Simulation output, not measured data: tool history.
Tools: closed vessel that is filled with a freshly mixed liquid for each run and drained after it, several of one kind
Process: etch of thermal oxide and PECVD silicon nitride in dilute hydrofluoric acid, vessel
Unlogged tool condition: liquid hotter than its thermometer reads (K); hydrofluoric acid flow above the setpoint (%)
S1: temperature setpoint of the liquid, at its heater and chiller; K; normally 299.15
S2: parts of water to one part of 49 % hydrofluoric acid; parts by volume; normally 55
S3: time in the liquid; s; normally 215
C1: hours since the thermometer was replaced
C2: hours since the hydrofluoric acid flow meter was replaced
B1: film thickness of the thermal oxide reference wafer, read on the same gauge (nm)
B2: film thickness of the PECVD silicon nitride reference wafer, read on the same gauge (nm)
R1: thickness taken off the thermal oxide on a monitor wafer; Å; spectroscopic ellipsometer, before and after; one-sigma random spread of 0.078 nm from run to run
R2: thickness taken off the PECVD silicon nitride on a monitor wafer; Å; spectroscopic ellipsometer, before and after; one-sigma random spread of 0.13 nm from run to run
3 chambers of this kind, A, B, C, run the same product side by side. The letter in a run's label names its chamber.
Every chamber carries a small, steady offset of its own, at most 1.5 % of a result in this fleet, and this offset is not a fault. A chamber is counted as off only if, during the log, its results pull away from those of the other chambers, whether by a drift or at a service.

run 1A day=0.483 | S1=299.15 S2=55 S3=215 | C1=1018.3 C2=541.7 | B1=89.968 B2=70.000 | R1=206.940 R2=141.360
run 2C day=0.767 | S1=299.15 S2=55 S3=215 | C1=1993.7 C2=225.2 | B1=89.997 B2=69.999 | R1=204.500 R2=142.060
run 3B day=1.025 | S1=299.15 S2=55 S3=215 | C1=543.6 C2=1591.3 | B1=89.981 B2=70.046 | R1=206.360 R2=138.820
run 4A day=1.362 | S1=299.15 S2=55 S3=215 | C1=1039.4 C2=562.8 | B1=89.978 B2=69.999 | R1=208.380 R2=143.550
run 5B day=1.800 | S1=299.15 S2=55 S3=215 | C1=562.2 C2=1609.9 | B1=90.001 B2=69.999 | R1=207.230 R2=142.020
run 6C day=2.033 | S1=299.15 S2=55 S3=215 | C1=2024.1 C2=255.6 | B1=90.017 B2=70.022 | R1=204.700 R2=141.750
run 7A day=2.512 | S1=299.15 S2=55 S3=215 | C1=1067.0 C2=590.4 | B1=90.000 B2=70.013 | R1=206.580 R2=141.990
run 8B day=2.783 | S1=299.15 S2=70 S3=215 | C1=585.8 C2=1633.5 | B1=89.997 B2=69.963 | R1=158.640 R2=114.530
run 9C day=3.000 | S1=299.15 S2=70 S3=215 | C1=2047.3 C2=278.8 | B1=89.992 B2=70.022 | R1=156.580 R2=111.810
run 10B day=3.392 | S1=299.15 S2=70 S3=215 | C1=600.4 C2=1648.1 | B1=90.007 B2=69.998 | R1=159.200 R2=114.000
run 11C day=3.746 | S1=299.15 S2=55 S3=215 | C1=2065.2 C2=296.7 | B1=89.977 B2=70.016 | R1=204.090 R2=141.730
run 12A day=3.967 | S1=299.15 S2=55 S3=215 | C1=1101.9 C2=625.3 | B1=90.021 B2=70.015 | R1=205.680 R2=145.820
run 13B day=4.196 | S1=299.15 S2=55 S3=215 | C1=619.7 C2=1667.4 | B1=90.005 B2=69.994 | R1=207.790 R2=144.250
run 14A day=4.608 | S1=299.15 S2=55 S3=135 | C1=1117.3 C2=640.7 | B1=89.994 B2=70.021 | R1=130.280 R2=89.585
run 15C day=4.883 | S1=299.15 S2=55 S3=135 | C1=2092.5 C2=324.0 | B1=89.989 B2=70.023 | R1=128.270 R2=88.579
run 16A day=5.179 | S1=299.15 S2=55 S3=135 | C1=1131.0 C2=654.4 | B1=90.007 B2=69.958 | R1=130.190 R2=91.445
run 17B day=5.588 | S1=299.15 S2=55 S3=330 | C1=653.1 C2=1700.8 | B1=90.014 B2=69.976 | R1=320.780 R2=225.770
run 18C day=5.917 | S1=299.15 S2=55 S3=330 | C1=2117.3 C2=348.8 | B1=89.983 B2=69.983 | R1=314.150 R2=218.670
run 19B day=6.300 | S1=299.15 S2=55 S3=330 | C1=670.2 C2=1717.9 | B1=89.971 B2=70.033 | R1=322.270 R2=221.960
run 20C day=6.662 | S1=299.15 S2=55 S3=215 | C1=2135.2 C2=366.7 | B1=89.982 B2=69.950 | R1=204.700 R2=144.980
run 21A day=6.962 | S1=299.15 S2=55 S3=215 | C1=1173.8 C2=697.2 | B1=89.987 B2=69.980 | R1=206.900 R2=142.240
run 22C day=7.325 | S1=299.15 S2=55 S3=215 | C1=2151.1 C2=382.6 | B1=90.037 B2=70.047 | R1=204.220 R2=141.380
run 23A day=7.642 | S1=299.15 S2=55 S3=100 | C1=1190.1 C2=713.5 | B1=89.969 B2=69.999 | R1=96.822 R2=67.296
run 24B day=8.112 | S1=299.15 S2=55 S3=100 | C1=713.7 C2=1761.4 | B1=89.975 B2=70.017 | R1=98.473 R2=68.396
run 25A day=8.379 | S1=299.15 S2=55 S3=100 | C1=1207.8 C2=731.2 | B1=89.986 B2=69.963 | R1=96.473 R2=66.852
run 26B day=8.775 | S1=299.15 S2=55 S3=215 | C1=729.6 C2=1777.3 | B1=89.979 B2=70.008 | R1=212.550 R2=147.300
run 27C day=9.112 | S1=299.15 S2=55 S3=175 | C1=2194.0 C2=425.5 | B1=89.989 B2=70.035 | R1=166.110 R2=117.620
run 28B day=9.442 | S1=299.15 S2=55 S3=175 | C1=745.6 C2=1793.3 | B1=90.000 B2=69.983 | R1=172.660 R2=121.840
run 29A day=9.762 | S1=299.15 S2=55 S3=175 | C1=1241.0 C2=764.4 | B1=89.955 B2=70.009 | R1=169.670 R2=118.110
run 30C day=10.246 | S1=299.15 S2=55 S3=215 | C1=2221.2 C2=452.7 | B1=90.026 B2=70.010 | R1=203.680 R2=144.830
run 31A day=10.562 | S1=299.15 S2=55 S3=215 | C1=1260.2 C2=783.6 | B1=90.012 B2=69.993 | R1=206.110 R2=146.470
run 32C day=10.858 | S1=299.15 S2=55 S3=215 | C1=2235.9 C2=467.4 | B1=90.023 B2=69.985 | R1=202.590 R2=142.340
run 33B day=11.242 | S1=299.15 S2=55 S3=215 | C1=788.8 C2=1836.5 | B1=89.981 B2=69.999 | R1=216.310 R2=151.820

Is one chamber off against the others, does the gauge drift, or is nothing wrong? If a chamber is off, say which, and what the likeliest cause is.

It is chamber B that slowly wanders off from its peers.
What lies behind it: liquid hotter than its thermometer reads (K) = 1.14.

Here are 4 candidates for chamber B's next run, each the usual settings with a change, their results left as question marks. Which one brings its results back in line with what the others give on the usual settings?
In line here means within this much of the mean the other chambers give on the usual settings: R1 2.700 Å; R2 4.500 Å
run 34B-1 day=11.592 | S1=298.65 S2=55 S3=210 | R1=? R2=?
run 34B-2 day=11.592 | S1=300.15 S2=55 S3=225 | R1=? R2=?
run 34B-3 day=11.592 | S1=298.15 S2=55 S3=205 | R1=? R2=?
run 34B-4 day=11.592 | S1=299.65 S2=55 S3=220 | R1=? R2=?

On the usual settings, the other chambers give on average: R1 205.750 Å; R2 143.490 Å
run=34B-1 R1=206.100 R2=144.080
run=34B-2 R1=234.630 R2=170.550
run=34B-3 R1=197.190 R2=136.080
run=34B-4 R1=224.810 R2=161.300
It is 34B-1 that realigns the chamber with its peers.

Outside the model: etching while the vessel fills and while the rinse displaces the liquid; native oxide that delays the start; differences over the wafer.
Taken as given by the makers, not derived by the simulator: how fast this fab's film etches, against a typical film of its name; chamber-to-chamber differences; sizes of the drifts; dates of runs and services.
